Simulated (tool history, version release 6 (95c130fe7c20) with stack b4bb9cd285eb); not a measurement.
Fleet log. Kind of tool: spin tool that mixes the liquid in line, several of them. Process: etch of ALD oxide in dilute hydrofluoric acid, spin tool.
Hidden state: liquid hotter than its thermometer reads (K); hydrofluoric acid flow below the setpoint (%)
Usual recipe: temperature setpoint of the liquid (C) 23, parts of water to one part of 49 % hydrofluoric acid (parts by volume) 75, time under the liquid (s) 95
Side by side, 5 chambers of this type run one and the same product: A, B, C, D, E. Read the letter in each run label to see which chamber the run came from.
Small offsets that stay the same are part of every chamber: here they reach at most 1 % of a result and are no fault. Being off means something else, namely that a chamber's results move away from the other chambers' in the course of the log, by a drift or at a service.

run	hour	temperature setpoint of the liquid (C)	parts of water to one part of 49 % hydrofluoric acid (parts by volume)	time under the liquid (s)	hours since the thermometer was replaced	hours since the hydrofluoric acid flow meter was replaced	read-back film thickness of the ALD oxide reference wafer, read on the same gauge (nm)	thickness taken off the ALD oxide on a monitor wafer (nm)
1C	16	23	75	95	165.1	413.7	70.008	30.411
2B	25	23	75	95	119.2	1779.8	69.935	30.609
3A	36.2	23	75	95	672.9	438.5	69.975	30.605
4D	47.2	23	75	95	260.6	417.4	69.995	30.172
5E	59.4	23	75	95	398.9	448.5	69.971	30.301
6A	71	23	75	95	707.7	473.3	69.995	30.416
7C	86.2	23	75	95	235.3	483.9	69.984	30.63
8B	101.8	23	75	95	196	1856.6	70.001	30.524
9E	113.4	23	75	95	452.9	502.5	69.974	30.07
10D	124.6	23	105	45	338	494.8	69.981	9.9238
11B	133.2	23	105	45	227.4	1888	70.019	9.9932
12C	147.5	23	105	45	296.6	545.2	69.996	9.8986
13E	159.9	23	105	45	499.4	549	70	9.8759
14A	168.8	23	105	45	805.5	571.1	70.023	9.8078
15D	180.6	23	75	95	394	550.8	70.003	30.46
16E	188.1	23	75	95	527.6	577.2	70.023	30.546
17A	201	23	75	95	837.7	603.3	69.966	30.661
18B	212.5	23	75	55	306.7	1967.3	70.026	17.723
19D	221.5	23	75	55	434.9	591.7	69.977	17.554
20C	230.5	23	75	55	379.6	628.2	69.996	17.836
21E	240.4	23	75	55	579.9	629.5	69.992	18.096
22C	251.4	23	75	55	400.5	649.1	69.986	17.856
23D	261.2	23	75	95	474.6	631.4	70.028	30.591
24B	270.7	23	75	95	364.9	2025.5	69.967	30.551
25A	282.4	23	75	95	919.1	684.7	70.005	30.38
26C	295.5	23	75	95	444.6	693.2	69.999	30.844
27B	303.1	23	55	95	397.3	2057.9	70.006	42.588
28D	310.4	23	55	95	523.8	680.6	70.016	42.147
29A	320.1	23	55	95	956.8	722.4	70.023	42.749
30E	333.4	23	55	95	672.9	722.5	69.995	44.413
31B	343.1	23	55	95	437.3	2097.9	70.024	42.382
32A	356.4	23	75	95	993.1	758.7	70.012	30.552
33D	369.8	21.5	115	95	583.2	740	69.986	17.905
34E	382.8	21.5	115	95	722.3	771.9	69.966	18.683
35C	396.9	21.5	115	95	546	794.6	70.004	17.903
36C	404.1	21.5	115	95	553.2	801.8	69.983	17.866
37D	420	21.5	115	95	633.4	790.2	70.035	17.882
38B	435.9	23	65	140	530.1	2190.7	69.997	52.441
39A	445.6	23	65	140	1082.3	847.9	70.004	53.126
40E	456.7	23	65	140	796.2	845.8	70.024	55.657
41C	465.8	23	65	140	614.9	863.5	70.022	52.942
42A	474.6	23	65	140	1111.3	876.9	69.992	52.793
43E	485	23	75	95	824.5	874.1	69.978	32.514
44B	493.9	23	75	95	588.1	2248.7	70.035	30.614

Next, every chamber runs the same settings. What will each give?
45A	505.4	23	75	45				?
45B	505.4	23	75	45				?
45C	505.4	23	75	45				?
45D	505.4	23	75	45				?
45E	505.4	23	75	45				?

run	thickness taken off the ALD oxide on a monitor wafer (nm)
45A	14.488
45B	14.417
45C	14.431
45D	14.356
45E	15.603

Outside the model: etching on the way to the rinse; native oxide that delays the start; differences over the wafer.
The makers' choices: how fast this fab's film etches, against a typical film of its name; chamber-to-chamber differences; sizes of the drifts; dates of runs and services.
